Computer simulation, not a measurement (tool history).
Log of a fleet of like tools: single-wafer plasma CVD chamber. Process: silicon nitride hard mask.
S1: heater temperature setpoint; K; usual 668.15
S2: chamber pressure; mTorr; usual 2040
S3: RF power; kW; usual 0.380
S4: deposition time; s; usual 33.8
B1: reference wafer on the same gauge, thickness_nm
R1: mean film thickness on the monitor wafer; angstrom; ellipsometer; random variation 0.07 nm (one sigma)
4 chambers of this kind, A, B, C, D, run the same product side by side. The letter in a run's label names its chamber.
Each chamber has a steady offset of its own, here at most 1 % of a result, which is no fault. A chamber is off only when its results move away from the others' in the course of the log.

{"run": "1B", "hour": 8.0, "S1": 668.15, "S2": 2040, "S3": 0.38, "S4": 33.8, "B1": 56.686, "R1": 488.83}
{"run": "2C", "hour": 16.1, "S1": 668.15, "S2": 2040, "S3": 0.38, "S4": 33.8, "B1": 56.685, "R1": 487.89}
{"run": "3D", "hour": 24.7, "S1": 668.15, "S2": 2040, "S3": 0.38, "S4": 33.8, "B1": 56.677, "R1": 486.09}
{"run": "4A", "hour": 32.8, "S1": 668.15, "S2": 2040, "S3": 0.38, "S4": 33.8, "B1": 56.681, "R1": 487.97}
{"run": "5C", "hour": 39.8, "S1": 668.15, "S2": 2040, "S3": 0.38, "S4": 33.8, "B1": 56.655, "R1": 487.62}
{"run": "6D", "hour": 46.8, "S1": 668.15, "S2": 2040, "S3": 0.38, "S4": 33.8, "B1": 56.659, "R1": 485.31}
{"run": "7A", "hour": 53.4, "S1": 668.15, "S2": 2040, "S3": 0.38, "S4": 33.8, "B1": 56.635, "R1": 486.56}
{"run": "8B", "hour": 61.6, "S1": 668.15, "S2": 2210, "S3": 0.35, "S4": 33.8, "B1": 56.628, "R1": 472.62}
{"run": "9D", "hour": 66.8, "S1": 668.15, "S2": 2210, "S3": 0.35, "S4": 33.8, "B1": 56.642, "R1": 472.29}
{"run": "10B", "hour": 75.7, "S1": 668.15, "S2": 2210, "S3": 0.35, "S4": 33.8, "B1": 56.64, "R1": 471.51}
{"run": "11A", "hour": 82.2, "S1": 668.15, "S2": 2210, "S3": 0.35, "S4": 33.8, "B1": 56.627, "R1": 472.98}
{"run": "12C", "hour": 89.4, "S1": 668.15, "S2": 2040, "S3": 0.38, "S4": 33.8, "B1": 56.593, "R1": 486.31}
{"run": "13B", "hour": 94.4, "S1": 668.15, "S2": 2040, "S3": 0.38, "S4": 33.8, "B1": 56.599, "R1": 486.74}
{"run": "14D", "hour": 102.2, "S1": 668.15, "S2": 1630, "S3": 0.38, "S4": 33.8, "B1": 56.58, "R1": 457.0}
{"run": "15C", "hour": 108.8, "S1": 668.15, "S2": 1630, "S3": 0.38, "S4": 33.8, "B1": 56.609, "R1": 457.34}
{"run": "16A", "hour": 113.3, "S1": 668.15, "S2": 1630, "S3": 0.38, "S4": 33.8, "B1": 56.576, "R1": 456.36}
{"run": "17C", "hour": 118.2, "S1": 668.15, "S2": 1630, "S3": 0.38, "S4": 33.8, "B1": 56.551, "R1": 457.85}
{"run": "18A", "hour": 125.9, "S1": 668.15, "S2": 2040, "S3": 0.38, "S4": 33.8, "B1": 56.562, "R1": 485.91}
{"run": "19D", "hour": 130.7, "S1": 668.15, "S2": 2040, "S3": 0.38, "S4": 33.8, "B1": 56.565, "R1": 484.66}
{"run": "20B", "hour": 139.2, "S1": 668.15, "S2": 2040, "S3": 0.38, "S4": 33.8, "B1": 56.558, "R1": 486.76}
{"run": "21D", "hour": 147.1, "S1": 668.15, "S2": 2040, "S3": 0.38, "S4": 33.8, "B1": 56.53, "R1": 485.97}
{"run": "22A", "hour": 153.3, "S1": 668.15, "S2": 2040, "S3": 0.38, "S4": 33.8, "B1": 56.541, "R1": 485.86}
{"run": "23B", "hour": 158.9, "S1": 668.15, "S2": 2040, "S3": 0.38, "S4": 33.8, "B1": 56.545, "R1": 486.53}
{"run": "24C", "hour": 165.7, "S1": 668.15, "S2": 2040, "S3": 0.38, "S4": 33.8, "B1": 56.504, "R1": 486.11}
{"run": "25A", "hour": 173.4, "S1": 668.15, "S2": 2040, "S3": 0.38, "S4": 38.3, "B1": 56.52, "R1": 551.45}
{"run": "26D", "hour": 182.1, "S1": 668.15, "S2": 2040, "S3": 0.38, "S4": 38.3, "B1": 56.511, "R1": 548.04}
{"run": "27C", "hour": 187.9, "S1": 668.15, "S2": 2040, "S3": 0.38, "S4": 38.3, "B1": 56.498, "R1": 551.34}
{"run": "28B", "hour": 194.2, "S1": 668.15, "S2": 2040, "S3": 0.38, "S4": 38.3, "B1": 56.48, "R1": 551.11}
{"hour": 199.2, "done": "chamber A: thermocouple changed; heater temperature recalibrated"}
{"run": "29C", "hour": 202.4, "S1": 668.15, "S2": 2040, "S3": 0.38, "S4": 33.8, "B1": 56.485, "R1": 487.51}
{"run": "30A", "hour": 209.0, "S1": 676.15, "S2": 2040, "S3": 0.31, "S4": 33.8, "B1": 56.488, "R1": 427.07}
{"run": "31D", "hour": 216.9, "S1": 676.15, "S2": 2040, "S3": 0.31, "S4": 33.8, "B1": 56.453, "R1": 423.76}
{"run": "32B", "hour": 224.2, "S1": 676.15, "S2": 2040, "S3": 0.31, "S4": 33.8, "B1": 56.466, "R1": 424.42}
{"run": "33D", "hour": 229.9, "S1": 676.15, "S2": 2040, "S3": 0.31, "S4": 33.8, "B1": 56.445, "R1": 424.18}
{"run": "34A", "hour": 235.2, "S1": 668.15, "S2": 2040, "S3": 0.38, "S4": 30.0, "B1": 56.459, "R1": 432.23}
{"run": "35C", "hour": 241.7, "S1": 668.15, "S2": 2040, "S3": 0.38, "S4": 30.0, "B1": 56.448, "R1": 431.49}
{"run": "36B", "hour": 247.4, "S1": 668.15, "S2": 2040, "S3": 0.38, "S4": 30.0, "B1": 56.434, "R1": 429.88}
{"run": "37C", "hour": 253.4, "S1": 668.15, "S2": 2040, "S3": 0.38, "S4": 30.0, "B1": 56.422, "R1": 431.47}
{"run": "38B", "hour": 262.0, "S1": 668.15, "S2": 2040, "S3": 0.38, "S4": 33.8, "B1": 56.418, "R1": 484.4}
{"run": "39D", "hour": 267.2, "S1": 668.15, "S2": 2040, "S3": 0.38, "S4": 33.8, "B1": 56.433, "R1": 482.99}
{"hour": 268.5, "done": "chamber C: thermocouple changed; heater temperature recalibrated"}
{"run": "40A", "hour": 274.6, "S1": 668.15, "S2": 2040, "S3": 0.38, "S4": 33.8, "B1": 56.425, "R1": 485.21}
{"run": "41D", "hour": 282.3, "S1": 668.15, "S2": 2040, "S3": 0.38, "S4": 33.8, "B1": 56.389, "R1": 484.45}
{"run": "42C", "hour": 291.2, "S1": 668.15, "S2": 2040, "S3": 0.38, "S4": 33.8, "B1": 56.386, "R1": 485.92}
{"run": "43A", "hour": 297.2, "S1": 668.15, "S2": 2040, "S3": 0.38, "S4": 33.8, "B1": 56.391, "R1": 485.68}
{"run": "44B", "hour": 306.2, "S1": 668.15, "S2": 2040, "S3": 0.38, "S4": 33.8, "B1": 56.388, "R1": 483.91}

Next, every chamber runs the same settings. What will each give?
{"run": "45A", "hour": 313.0, "S1": 668.15, "S2": 2040, "S3": 0.38, "S4": 39.5, "R1": "?"}
{"run": "45B", "hour": 313.0, "S1": 668.15, "S2": 2040, "S3": 0.38, "S4": 39.5, "R1": "?"}
{"run": "45C", "hour": 313.0, "S1": 668.15, "S2": 2040, "S3": 0.38, "S4": 39.5, "R1": "?"}
{"run": "45D", "hour": 313.0, "S1": 668.15, "S2": 2040, "S3": 0.38, "S4": 39.5, "R1": "?"}

run=45A R1=565.51
run=45B R1=565.70
run=45C R1=567.89
run=45D R1=565.42
